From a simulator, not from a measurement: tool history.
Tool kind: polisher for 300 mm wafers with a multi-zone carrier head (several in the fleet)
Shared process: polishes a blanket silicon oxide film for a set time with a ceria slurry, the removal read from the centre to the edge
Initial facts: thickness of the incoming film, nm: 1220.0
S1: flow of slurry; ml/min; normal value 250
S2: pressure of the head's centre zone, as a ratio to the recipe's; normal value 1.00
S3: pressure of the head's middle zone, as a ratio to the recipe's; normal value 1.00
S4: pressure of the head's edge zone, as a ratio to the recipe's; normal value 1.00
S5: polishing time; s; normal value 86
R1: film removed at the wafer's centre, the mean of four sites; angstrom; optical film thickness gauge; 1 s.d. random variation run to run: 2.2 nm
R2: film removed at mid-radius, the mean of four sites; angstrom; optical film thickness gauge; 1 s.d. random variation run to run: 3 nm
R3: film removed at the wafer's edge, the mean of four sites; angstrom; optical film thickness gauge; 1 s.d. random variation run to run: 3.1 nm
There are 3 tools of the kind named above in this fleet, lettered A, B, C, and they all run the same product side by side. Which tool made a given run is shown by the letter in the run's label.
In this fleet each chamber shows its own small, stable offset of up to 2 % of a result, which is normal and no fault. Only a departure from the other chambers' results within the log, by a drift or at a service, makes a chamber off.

Run 1B, hour 6.1: usual settings. Result: R1 3586.4 angstrom, R2 3591.6 angstrom, R3 3561.8 angstrom.
Run 2A, hour 11.0: usual settings. Result: R1 3584.4 angstrom, R2 3600.4 angstrom, R3 3632.3 angstrom.
At hour 16.8: chamber B: edge zone pressure recalibrated.
Run 3C, hour 20.8: usual settings. Result: R1 3602.6 angstrom, R2 3678.0 angstrom, R3 3596.7 angstrom.
At hour 23.9: chamber C: centre zone pressure recalibrated.
At hour 26.2: chamber B: worn pad replaced by a new one.
Run 4C, hour 29.3: usual settings. Result: R1 3614.7 angstrom, R2 3677.7 angstrom, R3 3519.9 angstrom.
Run 5A, hour 38.9: usual settings. Result: R1 3574.7 angstrom, R2 3623.4 angstrom, R3 3601.7 angstrom.
Run 6B, hour 44.4: usual settings but S2 1.08. Result: R1 3951.2 angstrom, R2 3524.5 angstrom, R3 3583.3 angstrom.
Run 7A, hour 50.0: usual settings but S2 1.08. Result: R1 3837.1 angstrom, R2 3583.2 angstrom, R3 3635.6 angstrom.
Run 8B, hour 55.0: usual settings but S2 1.08. Result: R1 3916.6 angstrom, R2 3564.0 angstrom, R3 3577.8 angstrom.
At hour 59.2: chamber A: worn pad replaced by a new one.
Run 9C, hour 63.8: usual settings. Result: R1 3596.1 angstrom, R2 3662.2 angstrom, R3 3579.4 angstrom.
Run 10C, hour 71.4: usual settings but S1 285 ml/min, S2 0.95. Result: R1 3454.0 angstrom, R2 3722.1 angstrom, R3 3597.2 angstrom.
Run 11B, hour 79.6: usual settings but S1 285 ml/min, S2 0.95. Result: R1 3497.4 angstrom, R2 3675.4 angstrom, R3 3610.4 angstrom.
Run 12A, hour 86.5: usual settings but S1 285 ml/min, S2 0.95. Result: R1 3420.5 angstrom, R2 3639.0 angstrom, R3 3697.2 angstrom.
Run 13B, hour 94.9: usual settings. Result: R1 3597.5 angstrom, R2 3575.2 angstrom, R3 3555.0 angstrom.
Run 14C, hour 104.6: usual settings but S2 0.92, S4 1.05. Result: R1 3254.7 angstrom, R2 3675.6 angstrom, R3 3677.7 angstrom.
Run 15A, hour 109.4: usual settings but S2 0.92, S4 1.05. Result: R1 3246.5 angstrom, R2 3602.6 angstrom, R3 3732.2 angstrom.
Run 16C, hour 115.8: usual settings but S2 0.92, S4 1.05. Result: R1 3299.8 angstrom, R2 3658.4 angstrom, R3 3644.2 angstrom.
At hour 119.4: chamber B: worn pad replaced by a new one.
At hour 121.5: chamber B: slurry nozzle cleaned.
Run 17A, hour 124.1: usual settings. Result: R1 3576.6 angstrom, R2 3547.8 angstrom, R3 3588.3 angstrom.
At hour 131.2: chamber C: worn pad replaced by a new one.
Run 18B, hour 133.0: usual settings. Result: R1 3574.6 angstrom, R2 3610.9 angstrom, R3 3564.3 angstrom.
Run 19A, hour 142.8: usual settings. Result: R1 3554.4 angstrom, R2 3511.9 angstrom, R3 3556.6 angstrom.
Run 20C, hour 150.3: usual settings. Result: R1 3611.2 angstrom, R2 3679.6 angstrom, R3 3583.5 angstrom.
Run 21B, hour 154.9: usual settings. Result: R1 3601.3 angstrom, R2 3626.0 angstrom, R3 3579.0 angstrom.
Run 22B, hour 164.1: usual settings. Result: R1 3641.7 angstrom, R2 3525.7 angstrom, R3 3576.6 angstrom.
Run 23A, hour 173.5: usual settings. Result: R1 3547.0 angstrom, R2 3529.2 angstrom, R3 3627.5 angstrom.
At hour 178.9: chamber C: slurry nozzle cleaned.
Run 24C, hour 181.7: usual settings but S2 1.07, S3 0.95. Result: R1 3870.3 angstrom, R2 3464.0 angstrom, R3 3521.1 angstrom.

Has any chamber moved away from the others, gradually or after a service, or does the common gauge drift, or do the chambers differ only by their own small steady offsets? State the chamber and the most likely cause if one applies.

The fleet is healthy, with each chamber sitting at its usual small offset and no drift in the gauge.

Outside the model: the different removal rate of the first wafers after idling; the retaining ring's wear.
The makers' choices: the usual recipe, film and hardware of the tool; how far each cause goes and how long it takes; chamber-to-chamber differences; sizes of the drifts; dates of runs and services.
